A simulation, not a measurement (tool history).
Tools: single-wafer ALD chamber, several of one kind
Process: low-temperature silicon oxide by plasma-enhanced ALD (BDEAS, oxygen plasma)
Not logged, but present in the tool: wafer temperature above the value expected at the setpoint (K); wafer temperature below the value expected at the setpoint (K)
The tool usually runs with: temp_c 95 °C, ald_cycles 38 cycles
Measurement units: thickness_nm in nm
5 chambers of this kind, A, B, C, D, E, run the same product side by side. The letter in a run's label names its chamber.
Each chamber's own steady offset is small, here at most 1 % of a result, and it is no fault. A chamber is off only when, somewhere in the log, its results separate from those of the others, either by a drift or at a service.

run,hour,temp_c,ald_cycles,hours since the last thermocouple change,"read-back reference wafer on the same gauge, thickness_nm",thickness_nm
1C,4.0,95,38,1745.6,4.6104,5.5601
2E,9.3,95,38,585.7,4.6116,5.5591
3B,13.9,95,38,1449.7,4.6132,5.5749
4D,18.8,95,38,746.5,4.6133,5.5156
5A,24.0,95,38,709.2,4.6132,5.4665
6B,29.7,103,45,1465.5,4.6150,6.4228
7E,34.6,103,45,611.0,4.6165,6.4409
8A,40.7,103,45,725.9,4.6166,6.3489
9C,44.8,103,45,1786.4,4.6193,6.4328
10D,50.3,103,45,778.0,4.6191,6.3858
11C,56.7,95,38,1798.3,4.6200,5.5741
12D,60.9,95,38,788.6,4.6206,5.5390
13A,64.8,95,38,750.0,4.6209,5.4765
14E,69.8,95,38,646.2,4.6224,5.5553
15B,75.2,95,38,1511.0,4.6233,5.5529
16B,81.3,103,42,1517.1,4.6248,5.9982
17D,88.5,103,42,816.2,4.6248,5.9843
18E,92.5,103,42,668.9,4.6261,6.0247
19A,96.8,103,42,782.0,4.6269,5.9216
20C,102.9,103,42,1844.5,4.6305,6.0227
21E,107.7,95,38,684.1,4.6287,5.5754
22C,114.9,88,43,1856.5,4.6299,6.4620
23D,121.7,88,43,849.4,4.6326,6.4279
24B,127.9,88,43,1563.7,4.6344,6.4518
25A,132.4,88,43,817.6,4.6323,6.3842
26A,138.6,88,43,823.8,4.6323,6.3725
27E,143.6,95,38,720.0,4.6346,5.5844
28C,150.4,95,38,1892.0,4.6358,5.5854
29B,156.2,95,33,1592.0,4.6366,4.8360
30D,162.9,95,33,890.6,4.6378,4.8363

Read the log: is a single chamber off, either drifting away or since a service, is the gauge that measures every chamber drifting, or is nothing wrong beyond small per-chamber offsets? Name any odd chamber and what most likely caused it.

Gauge drift. The chambers move together only on paper, and none stands off.
What lies behind it: gauge reads high (%) = 0.635.
